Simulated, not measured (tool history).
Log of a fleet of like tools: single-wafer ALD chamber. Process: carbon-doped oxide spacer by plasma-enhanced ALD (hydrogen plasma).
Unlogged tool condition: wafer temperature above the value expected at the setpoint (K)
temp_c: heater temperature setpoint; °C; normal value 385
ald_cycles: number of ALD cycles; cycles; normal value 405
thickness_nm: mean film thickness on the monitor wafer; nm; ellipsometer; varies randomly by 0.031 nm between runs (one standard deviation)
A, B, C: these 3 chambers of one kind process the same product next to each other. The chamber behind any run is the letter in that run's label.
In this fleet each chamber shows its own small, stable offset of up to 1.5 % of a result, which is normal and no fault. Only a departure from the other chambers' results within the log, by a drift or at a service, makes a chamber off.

| run | hour | temp_c | ald_cycles | hours since the last thermocouple change | read-back reference wafer on the same gauge, thickness_nm | thickness_nm |
|---|---|---|---|---|---|---|
| 1B | 9.6 | 385 | 405 | 406.6 | 17.698 | 20.174 |
| 2C | 18.0 | 385 | 405 | 1645.6 | 17.697 | 20.181 |
| 3A | 27.8 | 385 | 405 | 1956.2 | 17.692 | 19.965 |
| 4C | 36.2 | 385 | 405 | 1663.8 | 17.685 | 20.114 |
| 5A | 46.4 | 396 | 405 | 1974.8 | 17.683 | 19.975 |
| 6B | 55.0 | 396 | 405 | 452.0 | 17.685 | 20.221 |
| 7A | 61.4 | 396 | 405 | 1989.8 | 17.682 | 19.951 |
| 8C | 72.5 | 385 | 405 | 1700.1 | 17.678 | 20.186 |
| 9B | 79.1 | 385 | 405 | 476.1 | 17.683 | 20.131 |
| 10A | 84.8 | 385 | 405 | 2013.2 | 17.670 | 19.965 |
| 11C | 96.2 | 385 | 405 | 1723.8 | 17.674 | 20.146 |
| 12B | 108.6 | 385 | 405 | 505.6 | 17.672 | 20.213 |
| 13C | 116.2 | 385 | 405 | 1743.8 | 17.665 | 20.122 |
| 14B | 123.2 | 385 | 405 | 520.2 | 17.662 | 20.116 |
| 15A | 128.9 | 385 | 405 | 2057.3 | 17.662 | 20.011 |
| 16C | 134.7 | 385 | 405 | 1762.3 | 17.666 | 20.084 |
| 17A | 142.0 | 385 | 405 | 2070.4 | 17.663 | 19.947 |
| 18B | 149.6 | 385 | 405 | 546.6 | 17.658 | 20.146 |
| 19A | 155.9 | 377 | 405 | 2084.3 | 17.653 | 19.966 |
| 20B | 166.9 | 377 | 405 | 563.9 | 17.653 | 20.151 |
| 21C | 175.6 | 377 | 405 | 1803.2 | 17.648 | 20.128 |
| 22B | 187.2 | 385 | 405 | 584.2 | 17.643 | 20.111 |
| 23A | 195.2 | 385 | 405 | 2123.6 | 17.636 | 19.941 |
| 24C | 205.7 | 385 | 405 | 1833.3 | 17.639 | 20.071 |
| 25C | 216.0 | 385 | 405 | 1843.6 | 17.638 | 20.078 |
| 26A | 227.2 | 385 | 405 | 2155.6 | 17.629 | 19.937 |
|  | 232.1 | chamber A: thermocouple changed; heater temperature recalibrated |
| 27B | 233.6 | 396 | 352 | 630.6 | 17.639 | 17.452 |
| 28C | 244.8 | 396 | 352 | 1872.4 | 17.627 | 17.417 |
| 29A | 250.9 | 396 | 352 | 18.8 | 17.624 | 17.296 |
| 30B | 263.7 | 385 | 405 | 660.7 | 17.620 | 20.123 |
| 31A | 273.6 | 385 | 405 | 41.5 | 17.621 | 19.923 |
| 32B | 285.9 | 385 | 405 | 682.9 | 17.619 | 20.107 |
| 33C | 298.5 | 385 | 405 | 1926.1 | 17.613 | 20.095 |
| 34B | 310.1 | 385 | 405 | 707.1 | 17.608 | 20.119 |
| 35A | 322.1 | 377 | 471 | 90.0 | 17.605 | 23.135 |
| 36C | 331.4 | 377 | 471 | 1959.0 | 17.603 | 23.297 |
| 37C | 339.1 | 377 | 471 | 1966.7 | 17.601 | 23.264 |
| 38B | 348.5 | 385 | 405 | 745.5 | 17.595 | 20.069 |
| 39A | 360.4 | 371 | 329 | 128.3 | 17.590 | 16.139 |
| 40A | 367.4 | 371 | 329 | 135.3 | 17.595 | 16.185 |

Next, all 3 chambers run the settings below, one line each with question marks for the results. What does each chamber give?
| 41A | 376.7 | 385 | 405 |  |  | ? |
| 41B | 376.7 | 385 | 405 |  |  | ? |
| 41C | 376.7 | 385 | 405 |  |  | ? |

| run | thickness_nm |
|---|---|
| 41A | 19.843 |
| 41B | 20.093 |
| 41C | 20.048 |
